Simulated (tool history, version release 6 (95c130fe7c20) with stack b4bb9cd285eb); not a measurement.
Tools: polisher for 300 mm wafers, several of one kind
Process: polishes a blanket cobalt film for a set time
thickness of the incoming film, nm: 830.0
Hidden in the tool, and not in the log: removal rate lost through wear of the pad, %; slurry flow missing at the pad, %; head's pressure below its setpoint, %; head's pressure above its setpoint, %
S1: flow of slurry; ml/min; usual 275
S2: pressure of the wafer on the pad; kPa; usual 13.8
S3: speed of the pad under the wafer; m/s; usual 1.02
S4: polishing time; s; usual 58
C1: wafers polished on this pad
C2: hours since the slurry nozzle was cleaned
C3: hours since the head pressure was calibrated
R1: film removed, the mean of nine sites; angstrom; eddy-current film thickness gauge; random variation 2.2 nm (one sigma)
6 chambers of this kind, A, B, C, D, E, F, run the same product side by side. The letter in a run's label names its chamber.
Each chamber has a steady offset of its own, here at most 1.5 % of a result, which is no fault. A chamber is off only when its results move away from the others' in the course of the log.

run   hour   S1    S2    S3  S4    C1     C2      C3      R1
 1A    8.6  275  13.8  1.02  58   712  134.0  1133.9  3043.3
      11.0  -- chamber C: head pressure recalibrated
 2F   16.4  275  13.8  1.02  58   739  450.5   116.1  3103.0
 3C   24.1  275  13.8  1.02  58   302  281.5    13.2  3043.2
      25.2  -- chamber A: worn pad replaced by a new one
      30.8  -- chamber F: worn pad replaced by a new one
      31.8  -- chamber E: worn pad replaced by a new one
 4D   33.4  275  13.8  1.02  58   985  189.8   300.3  3069.2
      40.8  -- chamber D: worn pad replaced by a new one
 5B   41.2  275  13.8  1.02  58   744  128.5   217.7  3112.4
 6E   53.7  275  13.8  1.02  58   241  261.9  1002.7  3125.0
 7D   61.6  275  13.8  1.02  58   228  218.0   328.5  3092.1
      62.6  -- chamber D: head pressure recalibrated
 8B   73.5  275  13.8  1.02  77  1099  160.8   250.0  4105.0
 9C   79.8  275  13.8  1.02  77   914  337.2    68.9  4109.6
      90.4  -- chamber C: worn pad replaced by a new one
10E   93.5  275  13.8  1.02  77   677  301.7  1042.5  4092.2
11F  100.5  275  13.8  1.02  77   765  534.6   200.2  4127.4
12A  106.7  275  13.8  1.02  77   895  232.1  1232.0  4053.2
     107.1  -- chamber F: worn pad replaced by a new one
     111.0  -- chamber E: slurry nozzle cleaned
     112.2  -- chamber A: worn pad replaced by a new one
13A  113.2  275  13.8  1.02  77    12  238.6  1238.5  4053.7
14D  119.7  275  13.8  1.02  58   866  276.1    57.2  3115.3
     125.4  -- chamber D: worn pad replaced by a new one
15E  129.0  275  13.8  1.02  58  1067   18.1  1078.0  3134.5
16F  139.1  275  11.7  1.02  58   351  573.2   238.8  2636.3
17C  147.0  275  11.7  1.02  58   622  404.4   136.1  2626.6
18B  157.5  275  11.7  1.02  58  2021  244.8   334.0  2572.4
19B  169.6  275  11.7  1.02  58  2153  256.9   346.1  2568.8
     175.2  -- chamber E: worn pad replaced by a new one
20D  183.1  275  11.7  1.02  58   634  339.5   120.6  2628.9
21C  189.5  275  11.7  1.02  58  1088  446.9   178.6  2649.2
     190.7  -- chamber C: worn pad replaced by a new one
     194.4  -- chamber F: worn pad replaced by a new one
22F  198.8  275  13.8  1.02  58    48  632.9   298.5  3107.9
     207.3  -- chamber A: worn pad replaced by a new one
23E  211.2  275  13.8  1.02  58   395  100.3  1160.2  3107.0
     217.7  -- chamber D: worn pad replaced by a new one
24A  218.2  275  13.8  1.02  58   119  343.6  1343.5  3081.5
25B  227.9  275  13.8  1.02  58  2793  315.2   404.4  2975.6
     233.4  -- chamber A: head pressure recalibrated
26E  236.7  275  13.8  1.02  58   675  125.8  1185.7  3127.6
     241.6  -- chamber F: slurry nozzle cleaned
27C  249.5  275  13.8  1.02  58   645  506.9   238.6  3125.0
28F  260.4  275  13.8  1.02  58   724   18.8   360.1  3116.0
29A  268.0  275  13.8  1.02  58   666  393.4    34.6  3105.8
     277.7  -- chamber F: worn pad replaced by a new one
30D  277.8  275  13.8  1.02  58   660  434.2   215.3  3043.0
31E  286.4  275  13.8  1.02  58  1220  175.5  1235.4  3087.5
32F  292.7  275  13.8  1.02  58   165   51.1   392.4  3084.2
33C  299.3  275  13.8  1.02  58  1191  556.7   288.4  3046.5
     303.8  -- chamber C: worn pad replaced by a new one
     310.8  -- chamber E: worn pad replaced by a new one
34A  312.8  275  13.8  1.02  58  1157  438.2    79.4  3055.4
     316.6  -- chamber A: worn pad replaced by a new one
     321.2  -- chamber D: worn pad replaced by a new one
35D  324.1  275  13.8  1.02  58    31  480.5   261.6  3045.3
36B  334.2  275  13.8  1.02  58  3960  421.5   510.7  2925.3
     344.7  -- chamber F: worn pad replaced by a new one
37A  345.8  275  13.8  1.02  58   320  471.2   112.4  3071.1
38D  353.4  275  13.8  1.02  58   353  509.8   290.9  3111.5
39C  366.4  275  13.8  1.02  58   687  623.8   355.5  3089.2
40E  375.1  275  13.8  1.02  58   706  264.2  1324.1  3152.1
41F  383.6  275  13.8  0.74  58   427  142.0   483.3  2240.8

Is one chamber off against the others, does the gauge drift, or is nothing wrong? If a chamber is off, say which, and what the likeliest cause is.

Chamber B drifts away from the others.
Cause: removal rate lost through wear of the pad, % = 9.36.
The log may not tell that from: head's pressure below its setpoint, %.

Here are 4 candidates for chamber B's next run, each the usual settings with a change, their results left as question marks. Which one brings its results back in line with what the others give on the usual settings?
In line means no further than this from the other chambers' mean on the usual settings: R1 75.0 angstrom
42B-1  393.5  275  13.8  0.94  58               ?
42B-2  393.5  275  13.8  1.04  59               ?
42B-3  393.5  275  15.2  1.02  58               ?
42B-4  393.5  275  13.8  1.00  58               ?

The other chambers' mean on the usual settings: R1 3094.2 angstrom
  run      R1
42B-1  2613.8
42B-2  2945.4
42B-3  3121.1
42B-4  2782.8
42B-3 brings the chamber back in line.

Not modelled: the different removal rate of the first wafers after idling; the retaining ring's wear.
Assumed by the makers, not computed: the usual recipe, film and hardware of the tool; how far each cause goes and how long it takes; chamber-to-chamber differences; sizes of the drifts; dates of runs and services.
